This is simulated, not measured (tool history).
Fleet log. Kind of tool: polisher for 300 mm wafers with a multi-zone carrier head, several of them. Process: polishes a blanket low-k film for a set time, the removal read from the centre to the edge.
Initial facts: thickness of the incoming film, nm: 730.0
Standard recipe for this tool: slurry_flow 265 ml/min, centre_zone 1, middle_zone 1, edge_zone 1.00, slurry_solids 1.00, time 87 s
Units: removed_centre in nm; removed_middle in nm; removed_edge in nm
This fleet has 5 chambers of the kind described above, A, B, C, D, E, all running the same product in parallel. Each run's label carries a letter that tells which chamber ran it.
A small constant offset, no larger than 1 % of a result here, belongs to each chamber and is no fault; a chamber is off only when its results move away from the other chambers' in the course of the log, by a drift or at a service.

| run | day | slurry_flow | centre_zone | middle_zone | edge_zone | slurry_solids | time | removed_centre | removed_middle | removed_edge |
|---|---|---|---|---|---|---|---|---|---|---|
| 1E | 0.462 | 265 | 1 | 1 | 1.00 | 1.00 | 87 | 26.583 | 26.614 | 26.707 |
| 2C | 0.846 | 265 | 1 | 1 | 1.00 | 1.00 | 87 | 27.116 | 26.797 | 26.721 |
| 3D | 1.154 | 265 | 1 | 1 | 1.00 | 1.00 | 87 | 26.539 | 26.742 | 26.040 |
|  | 1.217 | chamber B: worn pad replaced by a new one |
|  | 1.238 | chamber E: edge zone pressure recalibrated |
| 4A | 1.588 | 265 | 1 | 1 | 1.00 | 1.00 | 87 | 26.887 | 27.140 | 26.788 |
|  | 1.817 | chamber B: centre zone pressure recalibrated |
| 5B | 1.979 | 265 | 1 | 1 | 1.00 | 1.00 | 87 | 26.863 | 26.673 | 26.551 |
|  | 2.162 | chamber A: centre zone pressure recalibrated |
|  | 2.404 | chamber C: centre zone pressure recalibrated |
|  | 2.517 | chamber D: worn pad replaced by a new one |
| 6C | 2.625 | 265 | 1 | 1 | 1.00 | 1.00 | 87 | 26.975 | 26.872 | 26.828 |
|  | 2.788 | chamber D: slurry nozzle cleaned |
|  | 3.000 | chamber A: worn pad replaced by a new one |
| 7E | 3.058 | 265 | 1 | 1 | 1.00 | 1.00 | 87 | 27.046 | 26.653 | 26.657 |
|  | 3.150 | chamber E: worn pad replaced by a new one |
| 8D | 3.529 | 265 | 1 | 1 | 1.00 | 1.00 | 87 | 26.834 | 26.820 | 26.506 |
| 9A | 3.929 | 265 | 1 | 1 | 1.00 | 1.00 | 87 | 26.699 | 26.993 | 26.507 |
|  | 4.346 | chamber B: worn pad replaced by a new one |
| 10B | 4.512 | 265 | 1 | 1 | 1.00 | 1.00 | 87 | 26.681 | 26.985 | 27.378 |
| 11C | 4.975 | 265 | 1 | 1 | 1.00 | 1.00 | 87 | 26.774 | 26.570 | 26.864 |
| 12D | 5.292 | 265 | 1 | 1 | 1.00 | 1.00 | 87 | 27.024 | 26.936 | 26.625 |
| 13A | 5.900 | 265 | 1 | 1 | 1.00 | 1.00 | 87 | 27.049 | 26.944 | 26.502 |
| 14E | 6.262 | 265 | 1 | 1 | 1.00 | 1.00 | 87 | 26.592 | 26.575 | 26.890 |
|  | 6.771 | chamber C: edge zone pressure recalibrated |
| 15B | 6.846 | 265 | 1 | 1 | 1.00 | 1.00 | 87 | 26.889 | 26.760 | 26.790 |
| 16A | 7.179 | 265 | 1 | 1 | 1.00 | 1.00 | 87 | 26.717 | 26.948 | 27.256 |
|  | 7.304 | chamber B: worn pad replaced by a new one |
| 17D | 7.633 | 265 | 1 | 1 | 1.00 | 1.00 | 87 | 26.795 | 26.923 | 26.484 |
|  | 7.662 | chamber E: worn pad replaced by a new one |
| 18E | 7.925 | 265 | 1 | 1 | 1.00 | 1.00 | 87 | 26.818 | 26.980 | 27.230 |
|  | 8.050 | chamber D: worn pad replaced by a new one |
|  | 8.242 | chamber A: worn pad replaced by a new one |
| 19C | 8.325 | 265 | 1 | 1 | 1.00 | 1.00 | 87 | 26.390 | 26.612 | 26.816 |
| 20B | 8.888 | 265 | 1 | 1 | 1.00 | 1.00 | 87 | 26.401 | 26.755 | 26.400 |
| 21C | 9.362 | 340 | 1 | 1 | 1.00 | 0.75 | 87 | 23.783 | 23.342 | 23.351 |
| 22E | 9.650 | 340 | 1 | 1 | 1.00 | 0.75 | 87 | 23.702 | 23.772 | 23.667 |
|  | 10.217 | chamber B: worn pad replaced by a new one |
| 23D | 10.283 | 340 | 1 | 1 | 1.00 | 0.75 | 87 | 23.997 | 24.231 | 23.387 |
| 24B | 10.579 | 340 | 1 | 1 | 1.00 | 0.75 | 87 | 23.663 | 24.042 | 23.399 |
| 25A | 11.112 | 340 | 1 | 1 | 1.00 | 0.75 | 87 | 24.132 | 24.448 | 23.903 |
|  | 11.233 | chamber E: worn pad replaced by a new one |
| 26A | 11.562 | 265 | 1 | 1 | 1.05 | 1.00 | 68 | 21.043 | 21.127 | 21.449 |
|  | 11.788 | chamber D: centre zone pressure recalibrated |
| 27D | 12.175 | 265 | 1 | 1 | 1.05 | 1.00 | 68 | 20.960 | 20.738 | 21.367 |
|  | 12.392 | chamber A: worn pad replaced by a new one |
| 28B | 12.721 | 265 | 1 | 1 | 1.05 | 1.00 | 68 | 20.992 | 21.081 | 21.079 |
|  | 13.117 | chamber D: worn pad replaced by a new one |
| 29E | 13.308 | 265 | 1 | 1 | 1.05 | 1.00 | 68 | 20.660 | 20.761 | 21.704 |
|  | 13.350 | chamber B: worn pad replaced by a new one |
| 30C | 13.612 | 265 | 1 | 1 | 1.05 | 1.00 | 68 | 19.951 | 20.086 | 20.466 |
| 31B | 14.021 | 265 | 1 | 1 | 1.00 | 1.00 | 87 | 26.818 | 26.861 | 26.606 |
| 32A | 14.621 | 265 | 1 | 1 | 1.00 | 1.00 | 87 | 26.611 | 26.893 | 26.919 |
| 33E | 15.012 | 265 | 1 | 1 | 1.00 | 1.00 | 87 | 26.567 | 26.745 | 26.841 |
| 34D | 15.396 | 265 | 1 | 1 | 1.00 | 1.00 | 87 | 27.197 | 26.533 | 26.751 |
| 35C | 15.988 | 265 | 1 | 1 | 1.00 | 1.00 | 87 | 25.073 | 24.913 | 25.190 |

All 5 chambers run these settings next. Forecast each chamber's results:
| 36A | 16.458 | 265 | 1 | 1 | 1.00 | 1.00 | 87 | ? | ? | ? |
| 36B | 16.458 | 265 | 1 | 1 | 1.00 | 1.00 | 87 | ? | ? | ? |
| 36C | 16.458 | 265 | 1 | 1 | 1.00 | 1.00 | 87 | ? | ? | ? |
| 36D | 16.458 | 265 | 1 | 1 | 1.00 | 1.00 | 87 | ? | ? | ? |
| 36E | 16.458 | 265 | 1 | 1 | 1.00 | 1.00 | 87 | ? | ? | ? |

| run | removed_centre | removed_middle | removed_edge |
|---|---|---|---|
| 36A | 27.079 | 26.760 | 26.967 |
| 36B | 26.816 | 26.838 | 26.887 |
| 36C | 25.015 | 25.108 | 25.264 |
| 36D | 26.509 | 26.867 | 26.209 |
| 36E | 26.726 | 26.696 | 26.443 |
